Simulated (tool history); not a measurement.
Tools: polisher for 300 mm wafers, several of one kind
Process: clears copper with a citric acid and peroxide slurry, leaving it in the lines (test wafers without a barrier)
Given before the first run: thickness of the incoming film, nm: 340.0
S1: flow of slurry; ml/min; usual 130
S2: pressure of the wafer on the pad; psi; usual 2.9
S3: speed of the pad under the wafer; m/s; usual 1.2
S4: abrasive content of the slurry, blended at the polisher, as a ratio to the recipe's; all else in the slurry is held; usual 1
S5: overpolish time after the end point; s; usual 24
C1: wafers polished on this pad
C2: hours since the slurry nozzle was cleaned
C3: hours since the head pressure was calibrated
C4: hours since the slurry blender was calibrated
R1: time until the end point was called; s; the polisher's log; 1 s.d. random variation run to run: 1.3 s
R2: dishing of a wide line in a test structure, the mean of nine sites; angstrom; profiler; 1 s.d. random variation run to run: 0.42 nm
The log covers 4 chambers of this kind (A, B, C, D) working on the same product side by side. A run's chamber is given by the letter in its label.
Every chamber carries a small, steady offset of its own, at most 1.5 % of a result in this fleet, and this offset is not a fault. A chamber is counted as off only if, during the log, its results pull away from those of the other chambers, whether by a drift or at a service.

| run | day | S1 | S2 | S3 | S4 | S5 | C1 | C2 | C3 | C4 | R1 | R2 |
|---|---|---|---|---|---|---|---|---|---|---|---|---|
| 1C | 0.150 | 130 | 2.9 | 1.2 | 1 | 24 | 809 | 201.5 | 324.8 | 270.6 | 157.28 | 329.71 |
| 2D | 0.346 | 130 | 2.9 | 1.2 | 1 | 24 | 367 | 289.1 | 396.5 | 58.0 | 159.89 | 321.17 |
| 3A | 0.446 | 130 | 2.9 | 1.2 | 1 | 24 | 386 | 311.7 | 240.7 | 24.8 | 159.99 | 323.13 |
| 4B | 0.538 | 130 | 2.9 | 1.2 | 1 | 24 | 250 | 224.5 | 142.1 | 74.1 | 159.58 | 327.82 |
| 5D | 0.733 | 170 | 2.9 | 1.2 | 1 | 12 | 446 | 298.4 | 405.8 | 67.3 | 153.46 | 185.41 |
|  | 0.788 | chamber C: worn pad replaced by a new one |
| 6C | 0.904 | 170 | 2.9 | 1.2 | 1 | 12 | 24 | 219.6 | 342.9 | 288.7 | 151.34 | 190.70 |
| 7B | 1.050 | 170 | 2.9 | 1.2 | 1 | 12 | 354 | 236.8 | 154.4 | 86.4 | 152.80 | 189.03 |
| 8A | 1.212 | 170 | 2.9 | 1.2 | 1 | 12 | 542 | 330.1 | 259.1 | 43.2 | 152.25 | 188.87 |
| 9A | 1.300 | 130 | 2.9 | 1.2 | 1 | 24 | 560 | 332.2 | 261.2 | 45.3 | 159.23 | 326.41 |
| 10C | 1.404 | 130 | 2.9 | 1.2 | 1 | 24 | 126 | 231.6 | 354.9 | 300.7 | 155.58 | 320.92 |
| 11B | 1.525 | 100 | 2.9 | 1.2 | 1 | 24 | 451 | 248.2 | 165.8 | 97.8 | 171.33 | 311.01 |
| 12D | 1.629 | 100 | 2.9 | 1.2 | 1 | 24 | 628 | 319.9 | 427.3 | 88.8 | 167.28 | 316.36 |
| 13C | 1.721 | 100 | 2.9 | 1.2 | 1 | 24 | 190 | 239.2 | 362.5 | 308.3 | 165.79 | 309.91 |
| 14A | 1.892 | 100 | 2.9 | 1.2 | 1 | 24 | 680 | 346.4 | 275.4 | 59.5 | 169.05 | 315.15 |
|  | 2.008 | chamber B: worn pad replaced by a new one |
| 15D | 2.021 | 110 | 2.0 | 1.2 | 1 | 24 | 708 | 329.3 | 436.7 | 98.2 | 239.64 | 235.41 |
| 16B | 2.150 | 110 | 2.0 | 1.2 | 1 | 24 | 29 | 263.2 | 180.8 | 112.8 | 238.67 | 228.40 |
| 17B | 2.250 | 110 | 2.0 | 1.2 | 1 | 24 | 49 | 265.6 | 183.2 | 115.2 | 239.79 | 230.28 |
| 18D | 2.408 | 110 | 2.0 | 1.2 | 1 | 24 | 787 | 338.6 | 446.0 | 107.5 | 239.08 | 233.04 |
| 19A | 2.525 | 130 | 2.9 | 1.2 | 1 | 24 | 809 | 361.6 | 290.6 | 74.7 | 158.41 | 330.51 |
| 20C | 2.612 | 130 | 2.9 | 1.2 | 1 | 24 | 372 | 260.6 | 383.9 | 329.7 | 154.71 | 325.78 |
| 21B | 2.708 | 130 | 2.9 | 1.2 | 1 | 24 | 143 | 276.6 | 194.2 | 126.2 | 157.02 | 333.82 |
| 22D | 2.904 | 130 | 2.9 | 1.2 | 1 | 24 | 888 | 350.5 | 457.9 | 119.4 | 163.58 | 313.45 |
|  | 3.004 | chamber B: slurry nozzle cleaned |
| 23A | 3.033 | 130 | 2.9 | 1.2 | 1 | 24 | 913 | 373.8 | 302.8 | 86.9 | 157.95 | 324.60 |
| 24C | 3.196 | 130 | 2.9 | 1.2 | 1 | 24 | 490 | 274.6 | 397.9 | 343.7 | 155.88 | 329.54 |
| 25B | 3.317 | 130 | 2.9 | 1.2 | 1 | 24 | 267 | 7.6 | 208.8 | 140.8 | 160.68 | 331.87 |
| 26D | 3.438 | 130 | 2.9 | 1.2 | 1 | 24 | 997 | 363.3 | 470.7 | 132.2 | 168.31 | 316.08 |
| 27A | 3.588 | 130 | 2.9 | 1.2 | 1 | 24 | 1026 | 387.1 | 316.1 | 100.2 | 159.15 | 329.68 |
| 28C | 3.779 | 130 | 2.9 | 1.2 | 1 | 24 | 609 | 288.6 | 411.9 | 357.7 | 157.84 | 328.50 |
| 29C | 3.912 | 130 | 2.9 | 1.2 | 1 | 24 | 636 | 291.8 | 415.1 | 360.9 | 157.55 | 321.21 |
| 30B | 4.083 | 130 | 2.9 | 1.2 | 1 | 24 | 423 | 26.0 | 227.2 | 159.2 | 161.96 | 327.30 |
| 31A | 4.225 | 130 | 2.9 | 1.2 | 1 | 24 | 1155 | 402.4 | 331.4 | 115.5 | 160.61 | 325.72 |
| 32D | 4.333 | 130 | 2.9 | 1.2 | 1 | 24 | 1179 | 384.8 | 492.2 | 153.7 | 169.77 | 305.81 |
|  | 4.350 | chamber A: worn pad replaced by a new one |
| 33B | 4.475 | 130 | 2.9 | 1.2 | 1 | 24 | 502 | 35.4 | 236.6 | 168.6 | 161.43 | 330.39 |
| 34A | 4.654 | 130 | 2.9 | 1.2 | 1 | 24 | 62 | 412.7 | 341.7 | 125.8 | 157.70 | 333.57 |

Next, all 4 chambers run the settings below, one line each with question marks for the results. What does each chamber give?
| 35A | 4.796 | 130 | 2.9 | 1.2 | 1 | 24 |  |  |  |  | ? | ? |
| 35B | 4.796 | 130 | 2.9 | 1.2 | 1 | 24 |  |  |  |  | ? | ? |
| 35C | 4.796 | 130 | 2.9 | 1.2 | 1 | 24 |  |  |  |  | ? | ? |
| 35D | 4.796 | 130 | 2.9 | 1.2 | 1 | 24 |  |  |  |  | ? | ? |

| run | R1 | R2 |
|---|---|---|
| 35A | 160.15 | 324.85 |
| 35B | 161.99 | 327.49 |
| 35C | 154.65 | 325.46 |
| 35D | 172.24 | 304.70 |
